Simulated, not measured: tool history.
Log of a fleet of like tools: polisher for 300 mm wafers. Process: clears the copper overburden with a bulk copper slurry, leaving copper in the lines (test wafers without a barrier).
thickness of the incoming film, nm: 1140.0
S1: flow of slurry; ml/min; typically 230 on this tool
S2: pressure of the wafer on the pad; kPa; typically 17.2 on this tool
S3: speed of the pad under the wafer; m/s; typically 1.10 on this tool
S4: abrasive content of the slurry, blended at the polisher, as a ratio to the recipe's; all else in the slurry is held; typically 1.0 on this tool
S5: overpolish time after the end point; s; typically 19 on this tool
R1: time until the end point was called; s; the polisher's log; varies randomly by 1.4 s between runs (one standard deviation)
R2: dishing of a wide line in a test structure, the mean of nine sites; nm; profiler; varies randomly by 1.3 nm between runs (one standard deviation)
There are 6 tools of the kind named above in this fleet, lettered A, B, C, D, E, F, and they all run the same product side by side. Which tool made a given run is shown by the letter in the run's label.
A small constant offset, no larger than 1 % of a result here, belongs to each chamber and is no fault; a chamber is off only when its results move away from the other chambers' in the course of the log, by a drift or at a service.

run,hour,S1,S2,S3,S4,S5,R1,R2
# hour 1.3: chamber D: worn pad replaced by a new one
# hour 1.8: chamber B: worn pad replaced by a new one
1B,9.9,230,17.2,1.10,1.0,19,134.70,82.280
2F,22.3,230,17.2,1.10,1.0,19,131.55,78.443
# hour 27.5: chamber C: worn pad replaced by a new one
3C,28.8,230,17.2,1.10,1.0,19,136.45,78.066
# hour 33.6: chamber A: slurry blender recalibrated
# hour 33.7: chamber F: worn pad replaced by a new one
4A,37.2,230,17.2,1.10,1.0,19,136.72,79.183
5E,47.7,230,17.2,1.10,1.0,19,137.89,78.873
# hour 52.7: chamber C: slurry blender recalibrated
# hour 53.0: chamber C: head pressure recalibrated
# hour 55.0: chamber A: worn pad replaced by a new one
6D,57.5,230,17.2,1.10,1.0,19,139.87,78.657
7D,64.7,230,17.2,1.10,1.0,19,135.95,78.271
8C,78.8,230,17.2,1.10,1.0,19,137.13,79.847
# hour 80.2: chamber B: worn pad replaced by a new one
# hour 83.4: chamber B: slurry nozzle cleaned
9F,93.1,230,17.2,1.10,1.0,19,134.55,80.198
10A,101.4,230,17.2,1.10,1.0,19,137.88,79.189
# hour 102.0: chamber B: head pressure recalibrated
# hour 106.7: chamber E: slurry nozzle cleaned
11B,110.0,230,17.2,1.10,1.0,19,136.13,80.846
# hour 110.9: chamber D: worn pad replaced by a new one
12E,121.3,230,17.2,1.10,1.0,19,137.33,77.088
# hour 126.5: chamber F: slurry nozzle cleaned
13B,130.6,230,17.2,1.10,1.0,19,138.34,78.992
# hour 142.0: chamber C: worn pad replaced by a new one
14D,142.8,230,17.2,1.10,1.0,19,135.95,78.758
15A,152.2,230,17.2,1.10,1.0,19,137.75,77.631
# hour 152.5: chamber B: worn pad replaced by a new one
# hour 153.7: chamber D: slurry blender recalibrated
# hour 157.3: chamber F: worn pad replaced by a new one
16F,163.7,230,17.2,1.10,1.0,19,135.23,77.670
# hour 167.1: chamber C: slurry blender recalibrated
# hour 170.2: chamber F: slurry blender recalibrated
17E,175.0,230,17.2,1.10,1.0,19,138.00,77.207
# hour 179.7: chamber F: head pressure recalibrated
# hour 183.6: chamber B: slurry blender recalibrated
18C,189.0,230,17.2,1.10,1.2,19,130.53,81.229
19B,202.6,230,17.2,1.10,1.2,19,128.34,81.421
20D,210.0,230,17.2,1.10,1.2,19,131.23,79.224
# hour 219.0: chamber A: worn pad replaced by a new one
21C,224.5,230,17.2,1.10,1.2,19,130.10,79.742
22E,238.5,230,17.2,1.10,1.2,19,133.86,76.969
# hour 239.6: chamber D: worn pad replaced by a new one
# hour 242.4: chamber B: worn pad replaced by a new one
23F,249.9,230,17.2,1.10,1.2,19,132.48,79.845
24A,257.1,230,17.2,1.10,1.0,19,137.22,82.968
25B,265.7,230,17.2,1.10,1.0,19,135.87,78.401
# hour 272.8: chamber C: worn pad replaced by a new one
26F,275.6,230,17.2,1.10,1.0,19,136.83,78.801
# hour 284.9: chamber C: slurry blender recalibrated
27C,288.4,230,17.2,1.10,1.0,19,136.19,77.915
# hour 301.1: chamber F: worn pad replaced by a new one
28A,302.6,230,17.2,1.10,1.0,19,139.83,80.276
# hour 314.5: chamber D: slurry nozzle cleaned
29D,316.9,230,17.2,1.10,1.0,19,137.05,78.287
# hour 317.0: chamber E: slurry blender recalibrated
# hour 322.5: chamber E: slurry nozzle cleaned
30E,324.3,170,17.2,1.24,1.0,19,134.39,79.311
# hour 325.2: chamber B: worn pad replaced by a new one
31C,336.2,170,17.2,1.24,1.0,19,127.60,82.064
# hour 340.8: chamber D: slurry blender recalibrated
32F,349.2,170,17.2,1.24,1.0,19,124.01,83.646
# hour 353.6: chamber D: worn pad replaced by a new one
33D,360.7,170,17.2,1.24,1.0,19,126.12,80.676
# hour 364.4: chamber A: worn pad replaced by a new one
34E,367.8,170,17.2,1.24,1.0,19,134.81,78.371
35A,382.2,170,17.2,1.24,1.0,19,126.15,83.391
36B,389.0,260,17.2,1.10,1.0,29,133.84,97.381
# hour 396.0: chamber B: worn pad replaced by a new one
37B,402.3,260,17.2,1.10,1.0,29,135.42,97.544

All 6 chambers run these settings next. Forecast each chamber's results:
38A,412.8,230,17.2,1.10,1.0,19,?,?
38B,412.8,230,17.2,1.10,1.0,19,?,?
38C,412.8,230,17.2,1.10,1.0,19,?,?
38D,412.8,230,17.2,1.10,1.0,19,?,?
38E,412.8,230,17.2,1.10,1.0,19,?,?
38F,412.8,230,17.2,1.10,1.0,19,?,?

run,R1,R2
38A,139.94,80.961
38B,136.45,79.608
38C,137.41,80.100
38D,134.81,78.716
38E,146.55,74.924
38F,133.36,80.198

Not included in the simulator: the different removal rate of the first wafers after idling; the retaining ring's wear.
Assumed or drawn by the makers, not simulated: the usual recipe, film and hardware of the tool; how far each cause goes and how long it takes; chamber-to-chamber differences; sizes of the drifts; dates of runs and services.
